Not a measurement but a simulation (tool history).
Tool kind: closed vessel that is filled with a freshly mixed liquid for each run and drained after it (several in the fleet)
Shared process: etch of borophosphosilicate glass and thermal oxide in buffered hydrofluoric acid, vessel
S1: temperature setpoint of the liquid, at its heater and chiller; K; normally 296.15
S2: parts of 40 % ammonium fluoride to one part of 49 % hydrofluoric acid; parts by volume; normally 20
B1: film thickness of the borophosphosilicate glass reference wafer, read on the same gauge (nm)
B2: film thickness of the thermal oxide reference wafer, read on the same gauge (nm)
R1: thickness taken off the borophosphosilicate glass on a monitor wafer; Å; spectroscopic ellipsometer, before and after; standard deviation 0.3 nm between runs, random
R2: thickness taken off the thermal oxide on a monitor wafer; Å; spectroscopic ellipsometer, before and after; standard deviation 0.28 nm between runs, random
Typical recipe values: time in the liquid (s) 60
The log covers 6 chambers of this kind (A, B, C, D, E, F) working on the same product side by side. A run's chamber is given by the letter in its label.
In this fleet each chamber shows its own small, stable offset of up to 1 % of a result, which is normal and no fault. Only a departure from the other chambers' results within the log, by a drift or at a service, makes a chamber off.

run 1C hour=3.5 | S1=296.15 S2=20 time_in_the_liquid_(s)=60 | B1=69.965 B2=79.996 | R1=614.87 R2=321.14
run 2E hour=9.8 | S1=296.15 S2=20 time_in_the_liquid_(s)=60 | B1=70.036 B2=79.987 | R1=608.87 R2=321.91
run 3B hour=15.6 | S1=296.15 S2=20 time_in_the_liquid_(s)=60 | B1=69.99 B2=79.991 | R1=600.06 R2=326.81
run 4A hour=20.2 | S1=296.15 S2=20 time_in_the_liquid_(s)=60 | B1=69.986 B2=79.987 | R1=601.13 R2=321.98
run 5F hour=25.2 | S1=296.15 S2=20 time_in_the_liquid_(s)=60 | B1=70.002 B2=80.002 | R1=603.29 R2=329.21
run 6D hour=28.8 | S1=296.15 S2=20 time_in_the_liquid_(s)=90 | B1=70.016 B2=79.998 | R1=899.89 R2=481.29
run 7A hour=32.4 | S1=296.15 S2=20 time_in_the_liquid_(s)=90 | B1=70.005 B2=80.008 | R1=903.45 R2=488.9
run 8F hour=37.1 | S1=296.15 S2=20 time_in_the_liquid_(s)=90 | B1=69.998 B2=79.998 | R1=914.83 R2=482.6
run 9C hour=44.1 | S1=296.15 S2=20 time_in_the_liquid_(s)=90 | B1=70.017 B2=79.991 | R1=913.6 R2=475.32
run 10E hour=47.4 | S1=296.15 S2=20 time_in_the_liquid_(s)=90 | B1=70.001 B2=79.985 | R1=897.11 R2=484.34
run 11D hour=51.8 | S1=296.15 S2=20 time_in_the_liquid_(s)=90 | B1=69.995 B2=79.992 | R1=905.6 R2=487.63
run 12B hour=57.7 | S1=300.15 S2=20 time_in_the_liquid_(s)=60 | B1=69.987 B2=79.995 | R1=749.99 R2=407.31
run 13C hour=63.9 | S1=300.15 S2=20 time_in_the_liquid_(s)=60 | B1=70.015 B2=80.014 | R1=751.62 R2=405.56
run 14E hour=68.4 | S1=300.15 S2=20 time_in_the_liquid_(s)=60 | B1=69.996 B2=80.009 | R1=747.47 R2=407.43
run 15A hour=72.7 | S1=300.15 S2=20 time_in_the_liquid_(s)=60 | B1=70.017 B2=79.995 | R1=742.8 R2=407.45
run 16B hour=77.1 | S1=300.15 S2=20 time_in_the_liquid_(s)=60 | B1=70.008 B2=80.003 | R1=749.35 R2=400.89
run 17D hour=81.2 | S1=300.15 S2=20 time_in_the_liquid_(s)=60 | B1=70 B2=80.008 | R1=747.82 R2=397.29
run 18F hour=87.9 | S1=296.15 S2=20 time_in_the_liquid_(s)=60 | B1=70.023 B2=80.003 | R1=602.42 R2=324.27
run 19F hour=93.8 | S1=296.15 S2=20 time_in_the_liquid_(s)=60 | B1=69.99 B2=79.99 | R1=603.19 R2=326.41
run 20E hour=100.7 | S1=296.15 S2=20 time_in_the_liquid_(s)=60 | B1=69.989 B2=79.993 | R1=601.1 R2=320.71
run 21A hour=106.5 | S1=296.15 S2=12.5 time_in_the_liquid_(s)=50 | B1=70.002 B2=79.996 | R1=790.28 R2=423.7
run 22C hour=112.2 | S1=296.15 S2=12.5 time_in_the_liquid_(s)=50 | B1=70.01 B2=80.019 | R1=803.55 R2=428.16
run 23B hour=116.7 | S1=296.15 S2=12.5 time_in_the_liquid_(s)=50 | B1=70.013 B2=79.992 | R1=787.6 R2=425.85
run 24D hour=120.7 | S1=296.15 S2=12.5 time_in_the_liquid_(s)=50 | B1=70.008 B2=79.987 | R1=795.6 R2=428.51
run 25F hour=126.1 | S1=296.15 S2=12.5 time_in_the_liquid_(s)=50 | B1=70.009 B2=80.01 | R1=797.72 R2=425.53
run 26B hour=132.5 | S1=296.15 S2=12.5 time_in_the_liquid_(s)=50 | B1=70.018 B2=80.013 | R1=792.3 R2=431.28
run 27E hour=136 | S1=296.15 S2=20 time_in_the_liquid_(s)=60 | B1=70.007 B2=79.999 | R1=603.51 R2=323.31
run 28C hour=140.3 | S1=296.15 S2=20 time_in_the_liquid_(s)=60 | B1=70.027 B2=80.004 | R1=608.01 R2=321.54
run 29A hour=146.7 | S1=296.15 S2=20 time_in_the_liquid_(s)=60 | B1=69.976 B2=80.02 | R1=598.55 R2=322.57
run 30D hour=150.7 | S1=296.15 S2=20 time_in_the_liquid_(s)=60 | B1=70.018 B2=80.001 | R1=603.27 R2=322.28
run 31A hour=156.4 | S1=296.15 S2=20 time_in_the_liquid_(s)=60 | B1=70.001 B2=80.026 | R1=595.74 R2=324.59
run 32F hour=162.1 | S1=296.15 S2=20 time_in_the_liquid_(s)=60 | B1=69.991 B2=80.007 | R1=605.12 R2=323.3
run 33B hour=168.3 | S1=296.15 S2=20 time_in_the_liquid_(s)=60 | B1=70.011 B2=79.989 | R1=597.44 R2=328.08
run 34D hour=173.5 | S1=296.15 S2=20 time_in_the_liquid_(s)=60 | B1=69.985 B2=79.983 | R1=603.88 R2=323.37
run 35E hour=180.2 | S1=296.15 S2=20 time_in_the_liquid_(s)=60 | B1=70.027 B2=80.007 | R1=603.77 R2=323.24
run 36C hour=184.3 | S1=296.15 S2=20 time_in_the_liquid_(s)=60 | B1=70.012 B2=79.986 | R1=607.25 R2=326.06
run 37E hour=188.4 | S1=296.15 S2=20 time_in_the_liquid_(s)=60 | B1=70.018 B2=80.008 | R1=603.43 R2=323.61
run 38C hour=195.2 | S1=296.15 S2=20 time_in_the_liquid_(s)=60 | B1=69.987 B2=80 | R1=609.66 R2=321.52
run 39A hour=199.5 | S1=296.15 S2=20 time_in_the_liquid_(s)=60 | B1=70.031 B2=79.993 | R1=601.33 R2=323.85
run 40F hour=204.9 | S1=296.15 S2=15.5 time_in_the_liquid_(s)=60 | B1=70.004 B2=80 | R1=775.3 R2=412.62
run 41D hour=210.1 | S1=296.15 S2=15.5 time_in_the_liquid_(s)=60 | B1=69.969 B2=79.983 | R1=770.25 R2=412.19

Does one chamber stand apart from the rest, does the shared gauge drift, or is all well apart from small per-chamber offsets? Give the chamber and the most likely cause, where there is one.

No chamber is off and the gauge is stable; the differences are just each chamber's small, constant offset.
